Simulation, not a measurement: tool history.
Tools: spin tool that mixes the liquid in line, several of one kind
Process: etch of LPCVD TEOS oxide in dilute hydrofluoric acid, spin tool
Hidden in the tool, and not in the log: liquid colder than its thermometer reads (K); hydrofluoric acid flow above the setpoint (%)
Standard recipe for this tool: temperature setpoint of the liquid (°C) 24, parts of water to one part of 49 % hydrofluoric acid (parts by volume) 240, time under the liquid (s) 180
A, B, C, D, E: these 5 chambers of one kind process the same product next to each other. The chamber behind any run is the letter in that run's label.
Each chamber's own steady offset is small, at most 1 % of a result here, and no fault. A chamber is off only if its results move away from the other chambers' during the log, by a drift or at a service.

run   hour  temperature setpoint of the liquid (°C)  parts of water to one part of 49 % hydrofluoric acid (parts by volume)  time under the liquid (s)  hours since the thermometer was replaced  hours since the hydrofluoric acid flow meter was replaced  read-back film thickness of the LPCVD TEOS oxide reference wafer, read on the same gauge (nm)  thickness taken off the LPCVD TEOS oxide on a monitor wafer (Å)
 1C    7.9                                       24                                                                     240                        180                                     852.1                                                     1521.6                                                                                         80.035                                                           172.89
 2E     13                                       24                                                                     240                        180                                     660.6                                                      701.7                                                                                         79.996                                                           175.05
 3A   17.4                                       24                                                                     240                        180                                    1357.9                                                     1426.4                                                                                         80.023                                                           175.43
 4B   25.5                                       24                                                                     240                        180                                     587.3                                                      673.6                                                                                         79.981                                                           174.11
 5D   33.3                                       24                                                                     240                        180                                    1041.4                                                      157.3                                                                                         80.011                                                           176.03
 6A   41.3                                       24                                                                     240                        180                                    1381.8                                                     1450.3                                                                                         79.975                                                           175.28
 7C   47.2                                       22                                                                     295                        180                                     891.4                                                     1560.9                                                                                         79.973                                                           124.95
 8B   53.7                                       22                                                                     295                        180                                     615.5                                                      701.8                                                                                         80.004                                                           125.41
 9E   61.4                                       22                                                                     295                        180                                       709                                                      750.1                                                                                         79.999                                                           126.81
10D   66.2                                       22                                                                     295                        180                                    1074.3                                                      190.2                                                                                         79.999                                                           126.64
      71.9  -- chamber E: hydrofluoric acid flow meter replaced
11D   74.5                                       22                                                                     295                        180                                    1082.6                                                      198.5                                                                                         80.019                                                           126.86
12A   78.7                                       24                                                                     240                        180                                    1419.2                                                     1487.7                                                                                         80.007                                                           176.09
13B   83.7                                       24                                                                     285                        180                                     645.5                                                      731.8                                                                                         80.006                                                           140.03
14E   91.2                                       24                                                                     285                        180                                     738.8                                                       19.3                                                                                         79.975                                                           142.35
15C   97.4                                       24                                                                     285                        180                                     941.6                                                     1611.1                                                                                         79.996                                                           140.77
16C  106.3                                       24                                                                     285                        180                                     950.5                                                       1620                                                                                         79.997                                                           140.18
17A  112.3                                       24                                                                     285                        180                                    1452.8                                                     1521.3                                                                                         79.968                                                           140.54
18D    118                                       24                                                                     240                        180                                    1126.1                                                        242                                                                                         80.018                                                           174.91
19E  123.1                                       24                                                                     240                        180                                     770.7                                                       51.2                                                                                         79.978                                                            176.6
20B  129.2                                       24                                                                     240                        180                                       691                                                      777.3                                                                                         79.997                                                           170.84
21D  135.9                                       24                                                                     240                        180                                      1144                                                      259.9                                                                                         80.035                                                           176.46
22B  140.3                                       24                                                                     240                        180                                     702.1                                                      788.4                                                                                         80.024                                                           169.94
23E  147.6                                       24                                                                     240                        180                                     795.2                                                       75.7                                                                                         80.029                                                           175.39
24C  152.6                                       24                                                                     240                        180                                     996.8                                                     1666.3                                                                                         79.998                                                           173.36
25A  161.5                                       24                                                                     240                        180                                      1502                                                     1570.5                                                                                         79.996                                                           175.08
26A  165.6                                       24                                                                     240                        180                                    1506.1                                                     1574.6                                                                                         79.994                                                           176.83
27D  173.8                                       24                                                                     240                        180                                    1181.9                                                      297.8                                                                                         79.982                                                           176.72
28B  181.1                                       24                                                                     240                        180                                     742.9                                                      829.2                                                                                         80.012                                                           168.65
29C  186.3                                       24                                                                     240                        180                                    1030.5                                                       1700                                                                                         79.981                                                           173.71
30E  191.1                                       24                                                                     240                        180                                     838.7                                                      119.2                                                                                         79.995                                                           175.23
31B  195.6                                       24                                                                     240                        180                                     757.4                                                      843.7                                                                                         79.995                                                           167.29
32A  202.3                                       24                                                                     240                        180                                    1542.8                                                     1611.3                                                                                         80.026                                                            175.7
33D  207.9                                       24                                                                     240                        180                                      1216                                                      331.9                                                                                         79.984                                                           176.06
34C  216.6                                       24                                                                     240                        180                                    1060.8                                                     1730.3                                                                                         80.039                                                           173.64
35E    222                                       24                                                                     240                        180                                     869.6                                                      150.1                                                                                          80.02                                                           175.72
36C    231                                       24                                                                     240                        180                                    1075.2                                                     1744.7                                                                                         79.989                                                           173.57
37A  240.5                                       24                                                                     240                        230                                      1581                                                     1649.5                                                                                         79.994                                                           224.18
38B  247.2                                       24                                                                     240                        230                                       809                                                      895.3                                                                                         79.957                                                           210.42

All 5 chambers run these settings next. Forecast each chamber's results:
39A  254.1                                     19.5                                                                     240                        180                                                                                                                                                                                                                                                                    ?
39B  254.1                                     19.5                                                                     240                        180                                                                                                                                                                                                                                                                    ?
39C  254.1                                     19.5                                                                     240                        180                                                                                                                                                                                                                                                                    ?
39D  254.1                                     19.5                                                                     240                        180                                                                                                                                                                                                                                                                    ?
39E  254.1                                     19.5                                                                     240                        180                                                                                                                                                                                                                                                                    ?

run  thickness taken off the LPCVD TEOS oxide on a monitor wafer (Å)
39A                                                           148.09
39B                                                           140.14
39C                                                           145.24
39D                                                           149.44
39E                                                           148.86
